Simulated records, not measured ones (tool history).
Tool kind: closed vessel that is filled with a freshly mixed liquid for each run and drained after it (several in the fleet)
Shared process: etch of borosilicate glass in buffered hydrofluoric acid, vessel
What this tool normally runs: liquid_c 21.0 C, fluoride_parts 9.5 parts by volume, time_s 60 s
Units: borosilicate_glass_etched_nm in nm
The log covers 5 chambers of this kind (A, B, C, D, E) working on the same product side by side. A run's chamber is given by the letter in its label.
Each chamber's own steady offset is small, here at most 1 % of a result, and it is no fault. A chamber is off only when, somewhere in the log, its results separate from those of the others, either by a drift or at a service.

run,hour,liquid_c,fluoride_parts,time_s,hours since the thermometer was replaced,hours since the hydrofluoric acid flow meter was replaced,"read-back film thickness of the borosilicate glass reference wafer, read on the same gauge (nm)",borosilicate_glass_etched_nm
1C,9.8,21.0,9.5,60,1611.9,1729.6,80.001,64.672
2A,17.3,21.0,9.5,60,840.9,418.5,80.018,65.985
3E,24.9,21.0,9.5,60,174.6,427.3,79.988,64.770
4D,35.9,21.0,9.5,60,200.3,394.0,80.004,65.733
5B,46.8,21.0,9.5,60,689.3,126.6,79.988,65.460
6B,54.8,21.0,6.5,60,697.3,134.6,79.992,95.404
7A,60.9,21.0,6.5,60,884.5,462.1,79.984,95.345
8D,71.8,21.0,6.5,60,236.2,429.9,80.010,97.311
9C,82.2,21.0,6.5,60,1684.3,1802.0,79.986,95.971
10E,89.6,21.0,6.5,60,239.3,492.0,80.008,94.631
11E,95.4,21.0,9.5,60,245.1,497.8,80.007,65.698
12C,104.2,21.0,9.5,60,1706.3,1824.0,80.004,65.179
13A,110.0,21.0,5.5,60,933.6,511.2,80.001,112.650
14B,118.5,21.0,5.5,60,761.0,198.3,80.020,107.930
15D,127.8,21.0,5.5,60,292.2,485.9,80.008,111.420
16B,139.7,21.0,5.5,60,782.2,219.5,80.018,108.040
17E,150.7,21.0,5.5,60,300.4,553.1,80.008,111.410
18D,162.6,21.0,9.5,60,327.0,520.7,79.999,64.573
19C,171.3,21.0,9.5,60,1773.4,1891.1,80.014,64.784
20A,178.3,21.0,9.5,60,1001.9,579.5,80.008,67.062
# hour 186.5: chamber C: hydrofluoric acid flow meter replaced
21A,190.4,21.0,9.5,60,1014.0,591.6,79.965,65.489
22C,198.2,21.0,9.5,60,1800.3,11.7,79.993,65.344
23D,205.4,21.0,9.5,60,369.8,563.5,79.976,65.428
24B,217.4,21.0,9.5,60,859.9,297.2,79.974,62.016
25E,222.7,21.0,9.5,60,372.4,625.1,79.974,64.684
26D,234.0,21.0,9.5,60,398.4,592.1,79.997,65.732
27A,241.3,24.5,9.5,70,1064.9,642.5,80.005,92.377
28E,251.3,24.5,9.5,70,401.0,653.7,79.994,91.048
29B,260.1,24.5,9.5,70,902.6,339.9,80.010,86.195
30C,267.0,24.5,9.5,70,1869.1,80.5,80.002,91.472
31D,273.9,24.5,9.5,70,438.3,632.0,80.004,92.119
32E,279.8,21.0,9.5,60,429.5,682.2,79.997,65.586
33C,288.1,21.0,9.5,60,1890.2,101.6,80.002,64.780

Predict what each chamber gives when all 5 of them run the settings below next.
34A,296.8,17.5,9.5,60,,,,?
34B,296.8,17.5,9.5,60,,,,?
34C,296.8,17.5,9.5,60,,,,?
34D,296.8,17.5,9.5,60,,,,?
34E,296.8,17.5,9.5,60,,,,?

run,borosilicate_glass_etched_nm
34A,54.747
34B,49.601
34C,53.440
34D,54.714
34E,54.013
